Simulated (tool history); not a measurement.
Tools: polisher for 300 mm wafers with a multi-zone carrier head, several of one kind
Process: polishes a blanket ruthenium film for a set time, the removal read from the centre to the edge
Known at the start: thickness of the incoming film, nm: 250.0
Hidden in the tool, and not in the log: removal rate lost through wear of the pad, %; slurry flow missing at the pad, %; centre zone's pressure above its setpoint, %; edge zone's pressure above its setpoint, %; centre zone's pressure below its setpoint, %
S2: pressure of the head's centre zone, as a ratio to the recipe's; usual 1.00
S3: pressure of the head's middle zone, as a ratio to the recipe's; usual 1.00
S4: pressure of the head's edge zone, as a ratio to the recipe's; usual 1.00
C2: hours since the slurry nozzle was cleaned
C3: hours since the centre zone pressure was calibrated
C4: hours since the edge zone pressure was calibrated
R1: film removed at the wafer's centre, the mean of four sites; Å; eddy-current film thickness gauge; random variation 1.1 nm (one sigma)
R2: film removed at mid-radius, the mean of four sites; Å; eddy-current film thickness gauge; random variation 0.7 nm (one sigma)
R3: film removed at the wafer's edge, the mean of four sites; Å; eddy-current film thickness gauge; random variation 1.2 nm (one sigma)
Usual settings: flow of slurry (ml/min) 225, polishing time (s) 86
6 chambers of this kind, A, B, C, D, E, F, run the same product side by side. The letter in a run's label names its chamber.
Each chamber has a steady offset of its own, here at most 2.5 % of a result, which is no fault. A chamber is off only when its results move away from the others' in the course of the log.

Run 1C, hour 5.5: usual settings; wafers polished on this pad 383; C2 94.7; C3 532.9; C4 670.6. Result: R1 828.21 Å, R2 854.18 Å, R3 848.12 Å.
Run 2D, hour 12.2: usual settings; wafers polished on this pad 543; C2 441.2; C3 138.0; C4 825.0. Result: R1 856.02 Å, R2 831.05 Å, R3 849.75 Å.
At hour 15.8: chamber C: edge zone pressure recalibrated.
Run 3A, hour 17.5: usual settings; wafers polished on this pad 363; C2 119.0; C3 1045.4; C4 302.0. Result: R1 851.13 Å, R2 843.94 Å, R3 841.31 Å.
At hour 21.4: chamber E: worn pad replaced by a new one.
Run 4F, hour 21.7: usual settings; wafers polished on this pad 510; C2 30.2; C3 480.0; C4 1006.3. Result: R1 868.34 Å, R2 833.69 Å, R3 824.01 Å.
At hour 22.4: chamber C: worn pad replaced by a new one.
Run 5E, hour 28.8: usual settings but flow of slurry (ml/min) 270, S4 1.10; wafers polished on this pad 89; C2 79.6; C3 80.6; C4 1238.2. Result: R1 856.96 Å, R2 859.53 Å, R3 896.18 Å.
Run 6B, hour 34.1: usual settings but flow of slurry (ml/min) 270, S4 1.10; wafers polished on this pad 649; C2 187.4; C3 186.3; C4 116.1. Result: R1 863.07 Å, R2 865.33 Å, R3 911.19 Å.
Run 7D, hour 41.1: usual settings but flow of slurry (ml/min) 270, S4 1.10; wafers polished on this pad 892; C2 470.1; C3 166.9; C4 853.9. Result: R1 854.76 Å, R2 856.48 Å, R3 890.80 Å.
Run 8C, hour 45.4: usual settings but flow of slurry (ml/min) 270, S4 1.10; wafers polished on this pad 278; C2 134.6; C3 572.8; C4 29.6. Result: R1 871.40 Å, R2 857.89 Å, R3 919.28 Å.
Run 9A, hour 49.9: usual settings but flow of slurry (ml/min) 270, S4 1.10; wafers polished on this pad 754; C2 151.4; C3 1077.8; C4 334.4. Result: R1 877.89 Å, R2 866.05 Å, R3 897.36 Å.
At hour 51.7: chamber B: worn pad replaced by a new one.
Run 10F, hour 57.1: usual settings but flow of slurry (ml/min) 270, S4 1.10; wafers polished on this pad 937; C2 65.6; C3 515.4; C4 1041.7. Result: R1 880.38 Å, R2 856.70 Å, R3 875.47 Å.
At hour 60.5: chamber D: worn pad replaced by a new one.
Run 11E, hour 62.2: usual settings; wafers polished on this pad 492; C2 113.0; C3 114.0; C4 1271.6. Result: R1 820.88 Å, R2 839.86 Å, R3 840.28 Å.
Run 12B, hour 66.9: usual settings; wafers polished on this pad 183; C2 220.2; C3 219.1; C4 148.9. Result: R1 844.31 Å, R2 828.48 Å, R3 855.98 Å.
At hour 71.3: chamber E: worn pad replaced by a new one.
At hour 73.0: chamber E: edge zone pressure recalibrated.
Run 13F, hour 75.6: usual settings; wafers polished on this pad 1161; C2 84.1; C3 533.9; C4 1060.2. Result: R1 844.64 Å, R2 835.63 Å, R3 832.75 Å.
At hour 77.1: chamber A: worn pad replaced by a new one.
Run 14A, hour 81.4: usual settings but flow of slurry (ml/min) 275, polishing time (s) 113; wafers polished on this pad 52; C2 182.9; C3 1109.3; C4 365.9. Result: R1 1165.20 Å, R2 1133.90 Å, R3 1117.70 Å.
At hour 85.5: chamber C: worn pad replaced by a new one.
Run 15E, hour 87.7: usual settings but flow of slurry (ml/min) 275, polishing time (s) 113; wafers polished on this pad 198; C2 138.5; C3 139.5; C4 14.7. Result: R1 1128.90 Å, R2 1118.30 Å, R3 1095.30 Å.
Run 16D, hour 94.0: usual settings but flow of slurry (ml/min) 275, polishing time (s) 113; wafers polished on this pad 405; C2 523.0; C3 219.8; C4 906.8. Result: R1 1119.40 Å, R2 1148.80 Å, R3 1115.30 Å.
Run 17C, hour 102.7: usual settings but flow of slurry (ml/min) 275, polishing time (s) 113; wafers polished on this pad 208; C2 191.9; C3 630.1; C4 86.9. Result: R1 1162.30 Å, R2 1137.80 Å, R3 1157.80 Å.
At hour 106.4: chamber F: centre zone pressure recalibrated.
Run 18B, hour 108.2: usual settings but flow of slurry (ml/min) 275, polishing time (s) 113; wafers polished on this pad 682; C2 261.5; C3 260.4; C4 190.2. Result: R1 1113.90 Å, R2 1130.80 Å, R3 1125.40 Å.
At hour 114.1: chamber B: worn pad replaced by a new one.
Run 19B, hour 116.0: usual settings but flow of slurry (ml/min) 275, polishing time (s) 113; wafers polished on this pad 23; C2 269.3; C3 268.2; C4 198.0. Result: R1 1109.20 Å, R2 1128.90 Å, R3 1128.10 Å.
At hour 121.1: chamber D: slurry nozzle cleaned.
Run 20E, hour 122.0: usual settings; wafers polished on this pad 612; C2 172.8; C3 173.8; C4 49.0. Result: R1 833.41 Å, R2 850.68 Å, R3 824.13 Å.
At hour 122.3: chamber E: worn pad replaced by a new one.
Run 21C, hour 131.3: usual settings; wafers polished on this pad 553; C2 220.5; C3 658.7; C4 115.5. Result: R1 844.98 Å, R2 837.67 Å, R3 822.32 Å.
Run 22D, hour 137.0: usual settings but flow of slurry (ml/min) 170, S4 0.95; wafers polished on this pad 923; C2 15.9; C3 262.8; C4 949.8. Result: R1 808.29 Å, R2 808.54 Å, R3 780.66 Å.
At hour 141.9: chamber C: worn pad replaced by a new one.
Run 23A, hour 146.1: usual settings but flow of slurry (ml/min) 170, S4 0.95; wafers polished on this pad 832; C2 247.6; C3 1174.0; C4 430.6. Result: R1 809.69 Å, R2 814.05 Å, R3 791.17 Å.
Run 24F, hour 153.1: usual settings but flow of slurry (ml/min) 170, S4 0.95; wafers polished on this pad 2096; C2 161.6; C3 46.7; C4 1137.7. Result: R1 787.95 Å, R2 773.85 Å, R3 753.12 Å.
At hour 153.4: chamber F: edge zone pressure recalibrated.
At hour 154.9: chamber A: edge zone pressure recalibrated.
Run 25F, hour 162.4: usual settings but flow of slurry (ml/min) 170, S4 0.95; wafers polished on this pad 2208; C2 170.9; C3 56.0; C4 9.0. Result: R1 798.92 Å, R2 780.71 Å, R3 754.18 Å.
At hour 164.8: chamber A: worn pad replaced by a new one.
Run 26A, hour 169.4: usual settings but flow of slurry (ml/min) 170, S4 0.95; wafers polished on this pad 55; C2 270.9; C3 1197.3; C4 14.6. Result: R1 807.42 Å, R2 803.73 Å, R3 776.21 Å.
At hour 170.6: chamber D: worn pad replaced by a new one.
Run 27D, hour 176.7: usual settings but flow of slurry (ml/min) 170, S4 0.95; wafers polished on this pad 74; C2 55.6; C3 302.5; C4 989.5. Result: R1 792.42 Å, R2 820.48 Å, R3 793.09 Å.
At hour 178.8: chamber E: worn pad replaced by a new one.
Run 28E, hour 181.2: usual settings; wafers polished on this pad 29; C2 232.0; C3 233.0; C4 108.2. Result: R1 824.22 Å, R2 836.62 Å, R3 820.75 Å.
Run 29C, hour 185.7: usual settings; wafers polished on this pad 529; C2 274.9; C3 713.1; C4 169.9. Result: R1 844.84 Å, R2 843.81 Å, R3 845.86 Å.
At hour 191.6: chamber B: worn pad replaced by a new one.
Run 30B, hour 191.7: usual settings; wafers polished on this pad 1; C2 345.0; C3 343.9; C4 273.7. Result: R1 837.87 Å, R2 833.37 Å, R3 829.60 Å.
Run 31B, hour 196.0: usual settings; wafers polished on this pad 53; C2 349.3; C3 348.2; C4 278.0. Result: R1 835.74 Å, R2 838.29 Å, R3 851.10 Å.
At hour 202.1: chamber C: worn pad replaced by a new one.
Run 32D, hour 205.6: usual settings; wafers polished on this pad 422; C2 84.5; C3 331.4; C4 1018.4. Result: R1 835.11 Å, R2 865.40 Å, R3 867.17 Å.
Run 33F, hour 214.4: usual settings; wafers polished on this pad 2836; C2 222.9; C3 108.0; C4 61.0. Result: R1 809.90 Å, R2 794.82 Å, R3 793.82 Å.
Run 34C, hour 220.8: usual settings but flow of slurry (ml/min) 280, S2 0.96; wafers polished on this pad 225; C2 310.0; C3 748.2; C4 205.0. Result: R1 842.10 Å, R2 881.03 Å, R3 845.81 Å.
Run 35E, hour 229.1: usual settings but flow of slurry (ml/min) 280, S2 0.96; wafers polished on this pad 607; C2 279.9; C3 280.9; C4 156.1. Result: R1 825.29 Å, R2 849.40 Å, R3 854.94 Å.
Run 36A, hour 236.2: usual settings but flow of slurry (ml/min) 280, S2 0.96; wafers polished on this pad 861; C2 337.7; C3 1264.1; C4 81.4. Result: R1 856.05 Å, R2 873.26 Å, R3 834.99 Å.
At hour 239.2: chamber E: worn pad replaced by a new one.
Run 37D, hour 244.4: usual settings but flow of slurry (ml/min) 280, S2 0.96; wafers polished on this pad 891; C2 123.3; C3 370.2; C4 1057.2. Result: R1 829.08 Å, R2 881.24 Å, R3 874.46 Å.
At hour 247.8: chamber A: slurry nozzle cleaned.
Run 38A, hour 250.8: usual settings but flow of slurry (ml/min) 280, S2 0.96; wafers polished on this pad 1037; C2 3.1; C3 1278.7; C4 96.0. Result: R1 840.41 Å, R2 868.04 Å, R3 848.04 Å.
At hour 252.2: chamber B: worn pad replaced by a new one.
At hour 256.9: chamber C: worn pad replaced by a new one.
Run 39F, hour 258.9: usual settings but flow of slurry (ml/min) 280, S2 0.96; wafers polished on this pad 3373; C2 267.4; C3 152.5; C4 105.5. Result: R1 759.10 Å, R2 797.81 Å, R3 793.88 Å.
Run 40C, hour 265.0: usual settings; wafers polished on this pad 98; C2 354.2; C3 792.4; C4 249.2. Result: R1 839.23 Å, R2 839.43 Å, R3 846.66 Å.
Run 41E, hour 269.4: usual settings but flow of slurry (ml/min) 295, S3 1.06; wafers polished on this pad 365; C2 320.2; C3 321.2; C4 196.4. Result: R1 876.42 Å, R2 907.56 Å, R3 839.10 Å.
Run 42B, hour 278.0: usual settings but flow of slurry (ml/min) 295, S3 1.06; wafers polished on this pad 311; C2 431.3; C3 430.2; C4 360.0. Result: R1 862.88 Å, R2 910.79 Å, R3 860.51 Å.

All 6 chambers run these settings next. Forecast each chamber's results:
Run 43A, hour 284.9: usual settings but S4 1.08. Result: R1 ?, R2 ?, R3 ?.
Run 43B, hour 284.9: usual settings but S4 1.08. Result: R1 ?, R2 ?, R3 ?.
Run 43C, hour 284.9: usual settings but S4 1.08. Result: R1 ?, R2 ?, R3 ?.
Run 43D, hour 284.9: usual settings but S4 1.08. Result: R1 ?, R2 ?, R3 ?.
Run 43E, hour 284.9: usual settings but S4 1.08. Result: R1 ?, R2 ?, R3 ?.
Run 43F, hour 284.9: usual settings but S4 1.08. Result: R1 ?, R2 ?, R3 ?.

run      R1      R2      R3
43A  852.43  837.49  868.68
43B  854.57  845.66  889.99
43C  853.94  843.01  875.58
43D  861.86  856.98  882.40
43E  854.10  831.39  887.59
43F  766.63  762.22  811.91
